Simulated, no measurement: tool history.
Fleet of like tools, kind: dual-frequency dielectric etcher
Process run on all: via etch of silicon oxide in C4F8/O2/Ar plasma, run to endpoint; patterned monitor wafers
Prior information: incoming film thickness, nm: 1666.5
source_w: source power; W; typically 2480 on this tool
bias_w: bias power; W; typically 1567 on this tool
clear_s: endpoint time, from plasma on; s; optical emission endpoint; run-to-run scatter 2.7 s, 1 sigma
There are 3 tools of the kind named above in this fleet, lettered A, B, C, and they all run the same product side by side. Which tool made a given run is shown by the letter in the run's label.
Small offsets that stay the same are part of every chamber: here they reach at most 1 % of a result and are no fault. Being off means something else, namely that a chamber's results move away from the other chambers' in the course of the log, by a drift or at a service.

| run | hour | source_w | bias_w | clear_s |
|---|---|---|---|---|
| 1C | 9.7 | 2480 | 1567 | 324.52 |
| 2A | 17.6 | 2480 | 1567 | 328.10 |
| 3B | 26.5 | 2480 | 1567 | 320.30 |
| 4B | 36.3 | 2480 | 1567 | 314.03 |
| 5A | 43.9 | 2480 | 1567 | 329.64 |
|  | 47.1 | chamber A: wet clean of the chamber |
| 6C | 53.3 | 2480 | 1567 | 323.57 |
| 7A | 64.8 | 2480 | 1567 | 326.47 |
| 8C | 72.9 | 2720 | 1567 | 311.05 |
| 9B | 86.1 | 2720 | 1567 | 305.74 |
| 10A | 95.9 | 2720 | 1567 | 310.19 |
| 11C | 102.9 | 2480 | 1567 | 315.62 |
| 12B | 111.5 | 2480 | 1567 | 323.71 |
| 13C | 124.6 | 2480 | 1567 | 321.50 |
| 14A | 130.4 | 2480 | 1567 | 329.76 |
| 15B | 137.6 | 2480 | 1567 | 314.87 |
| 16B | 150.7 | 2480 | 1567 | 321.78 |
| 17C | 160.3 | 2480 | 1567 | 323.71 |
| 18A | 170.1 | 2480 | 1567 | 326.56 |
| 19B | 178.3 | 3050 | 1690 | 287.00 |
| 20A | 190.9 | 3050 | 1690 | 296.92 |
| 21C | 201.7 | 3050 | 1690 | 291.67 |

Is one chamber off against the others, does the gauge drift, or is nothing wrong? If a chamber is off, say which, and what the likeliest cause is.

The fleet is healthy, with each chamber sitting at its usual small offset and no drift in the gauge.
